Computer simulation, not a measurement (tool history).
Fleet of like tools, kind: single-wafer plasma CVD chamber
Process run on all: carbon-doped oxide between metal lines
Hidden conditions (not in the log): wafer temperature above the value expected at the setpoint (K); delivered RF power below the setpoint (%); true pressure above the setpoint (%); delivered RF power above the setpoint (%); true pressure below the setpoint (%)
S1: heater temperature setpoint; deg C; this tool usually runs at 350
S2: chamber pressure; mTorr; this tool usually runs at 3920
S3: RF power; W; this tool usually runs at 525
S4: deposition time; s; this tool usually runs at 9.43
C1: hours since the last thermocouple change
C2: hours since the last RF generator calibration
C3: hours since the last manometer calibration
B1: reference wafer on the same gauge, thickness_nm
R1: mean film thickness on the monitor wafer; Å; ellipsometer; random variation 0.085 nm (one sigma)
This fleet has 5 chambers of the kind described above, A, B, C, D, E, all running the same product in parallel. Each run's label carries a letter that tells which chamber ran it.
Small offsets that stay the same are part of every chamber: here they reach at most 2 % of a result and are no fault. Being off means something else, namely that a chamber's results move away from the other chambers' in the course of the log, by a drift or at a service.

| run | day | S1 | S2 | S3 | S4 | C1 | C2 | C3 | B1 | R1 |
|---|---|---|---|---|---|---|---|---|---|---|
| 1D | 0.475 | 350 | 3920 | 525 | 9.43 | 2294.1 | 1575.4 | 284.3 | 42.902 | 491.82 |
| 2E | 0.900 | 350 | 3920 | 525 | 9.43 | 2965.8 | 1814.7 | 1640.7 | 42.899 | 481.28 |
|  | 0.983 | chamber E: thermocouple changed; heater temperature recalibrated |
| 3B | 1.192 | 350 | 3920 | 525 | 9.43 | 945.0 | 606.7 | 1833.1 | 42.880 | 486.81 |
| 4C | 1.692 | 350 | 3920 | 525 | 9.43 | 66.7 | 278.7 | 192.5 | 42.842 | 486.45 |
| 5A | 2.058 | 350 | 3920 | 525 | 9.43 | 185.7 | 386.4 | 1151.5 | 42.855 | 489.24 |
| 6C | 2.579 | 350 | 3920 | 525 | 8.62 | 88.0 | 300.0 | 213.8 | 42.856 | 444.03 |
| 7A | 3.133 | 350 | 3920 | 525 | 8.62 | 211.5 | 412.2 | 1177.3 | 42.845 | 447.94 |
| 8D | 3.525 | 350 | 3920 | 525 | 8.62 | 2367.3 | 1648.6 | 357.5 | 42.867 | 450.13 |
| 9B | 3.854 | 350 | 3920 | 525 | 8.62 | 1008.9 | 670.6 | 1897.0 | 42.847 | 446.11 |
| 10E | 4.221 | 350 | 3920 | 525 | 8.62 | 77.7 | 1894.4 | 1720.4 | 42.820 | 438.80 |
| 11E | 4.658 | 350 | 3920 | 525 | 11.23 | 88.2 | 1904.9 | 1730.9 | 42.794 | 569.56 |
|  | 5.200 | chamber D: thermocouple changed; heater temperature recalibrated |
| 12C | 5.217 | 350 | 3920 | 525 | 11.23 | 151.3 | 363.3 | 277.1 | 42.820 | 575.11 |
| 13B | 5.804 | 350 | 3920 | 525 | 11.23 | 1055.7 | 717.4 | 1943.8 | 42.801 | 577.81 |
| 14D | 6.071 | 350 | 3920 | 525 | 11.23 | 20.9 | 1709.7 | 418.6 | 42.789 | 583.51 |
| 15A | 6.546 | 350 | 3920 | 525 | 11.23 | 293.4 | 494.1 | 1259.2 | 42.794 | 578.55 |
| 16D | 6.921 | 350 | 3920 | 525 | 9.43 | 41.3 | 1730.1 | 439.0 | 42.800 | 490.98 |
| 17C | 7.433 | 350 | 3920 | 525 | 9.43 | 204.5 | 416.5 | 330.3 | 42.767 | 484.26 |
| 18B | 7.900 | 350 | 3920 | 525 | 9.43 | 1106.0 | 767.7 | 1994.1 | 42.762 | 484.55 |
|  | 7.929 | chamber E: capacitance manometer re-zeroed and calibrated |
| 19A | 8.325 | 350 | 3920 | 525 | 9.43 | 336.1 | 536.8 | 1301.9 | 42.771 | 489.01 |
| 20E | 8.692 | 350 | 3920 | 525 | 9.43 | 185.0 | 2001.7 | 18.3 | 42.740 | 478.46 |
|  | 8.838 | chamber D: RF generator calibrated |
| 21D | 9.158 | 350 | 3920 | 525 | 9.43 | 95.0 | 7.8 | 492.7 | 42.756 | 489.69 |
| 22A | 9.425 | 350 | 3920 | 525 | 9.43 | 362.5 | 563.2 | 1328.3 | 42.740 | 488.77 |
| 23B | 9.996 | 350 | 3920 | 525 | 9.43 | 1156.3 | 818.0 | 2044.4 | 42.745 | 486.06 |
| 24E | 10.538 | 350 | 3920 | 525 | 9.43 | 229.3 | 2046.0 | 62.6 | 42.737 | 479.93 |
| 25C | 11.125 | 350 | 3920 | 525 | 9.43 | 293.1 | 505.1 | 418.9 | 42.692 | 483.65 |
| 26E | 11.458 | 336 | 3920 | 445 | 9.43 | 251.4 | 2068.1 | 84.7 | 42.710 | 449.04 |
| 27C | 11.775 | 336 | 3920 | 445 | 9.43 | 308.7 | 520.7 | 434.5 | 42.706 | 453.86 |
| 28A | 12.096 | 336 | 3920 | 445 | 9.43 | 426.6 | 627.3 | 1392.4 | 42.689 | 457.44 |
| 29B | 12.442 | 336 | 3920 | 445 | 9.43 | 1215.0 | 876.7 | 2103.1 | 42.698 | 453.31 |
|  | 12.671 | chamber B: thermocouple changed; heater temperature recalibrated |
| 30D | 12.746 | 336 | 3920 | 445 | 9.43 | 181.1 | 93.9 | 578.8 | 42.686 | 459.45 |
| 31D | 13.104 | 350 | 3920 | 525 | 9.43 | 189.7 | 102.5 | 587.4 | 42.677 | 490.69 |
| 32B | 13.550 | 350 | 3920 | 525 | 9.43 | 21.1 | 903.3 | 2129.7 | 42.671 | 485.25 |
| 33A | 13.862 | 350 | 3920 | 525 | 9.43 | 469.0 | 669.7 | 1434.8 | 42.658 | 486.13 |
| 34E | 14.308 | 350 | 3920 | 525 | 9.43 | 319.8 | 2136.5 | 153.1 | 42.668 | 477.71 |
| 35C | 14.679 | 350 | 3920 | 525 | 9.43 | 378.4 | 590.4 | 504.2 | 42.647 | 482.81 |
| 36A | 14.979 | 350 | 3920 | 525 | 9.43 | 495.8 | 696.5 | 1461.6 | 42.630 | 487.03 |
| 37E | 15.538 | 350 | 3920 | 525 | 9.43 | 349.3 | 2166.0 | 182.6 | 42.639 | 477.68 |
| 38B | 15.812 | 350 | 3920 | 525 | 9.43 | 75.4 | 957.6 | 2184.0 | 42.631 | 484.59 |
| 39C | 16.158 | 350 | 3920 | 525 | 9.43 | 413.9 | 625.9 | 539.7 | 42.624 | 485.65 |
| 40D | 16.638 | 350 | 3920 | 525 | 9.43 | 274.5 | 187.3 | 672.2 | 42.626 | 489.32 |
| 41C | 17.050 | 350 | 3920 | 525 | 9.43 | 435.3 | 647.3 | 561.1 | 42.622 | 482.27 |
| 42D | 17.317 | 350 | 3920 | 525 | 9.43 | 290.8 | 203.6 | 688.5 | 42.601 | 488.59 |
| 43E | 17.779 | 350 | 3920 | 525 | 9.43 | 403.1 | 2219.8 | 236.4 | 42.583 | 477.68 |

Each of the 5 chambers runs these same settings next. Fill in every chamber's results:
| 44A | 18.212 | 350 | 3920 | 615 | 9.43 |  |  |  |  | ? |
| 44B | 18.212 | 350 | 3920 | 615 | 9.43 |  |  |  |  | ? |
| 44C | 18.212 | 350 | 3920 | 615 | 9.43 |  |  |  |  | ? |
| 44D | 18.212 | 350 | 3920 | 615 | 9.43 |  |  |  |  | ? |
| 44E | 18.212 | 350 | 3920 | 615 | 9.43 |  |  |  |  | ? |

| run | R1 |
|---|---|
| 44A | 536.77 |
| 44B | 535.68 |
| 44C | 530.39 |
| 44D | 538.62 |
| 44E | 525.25 |
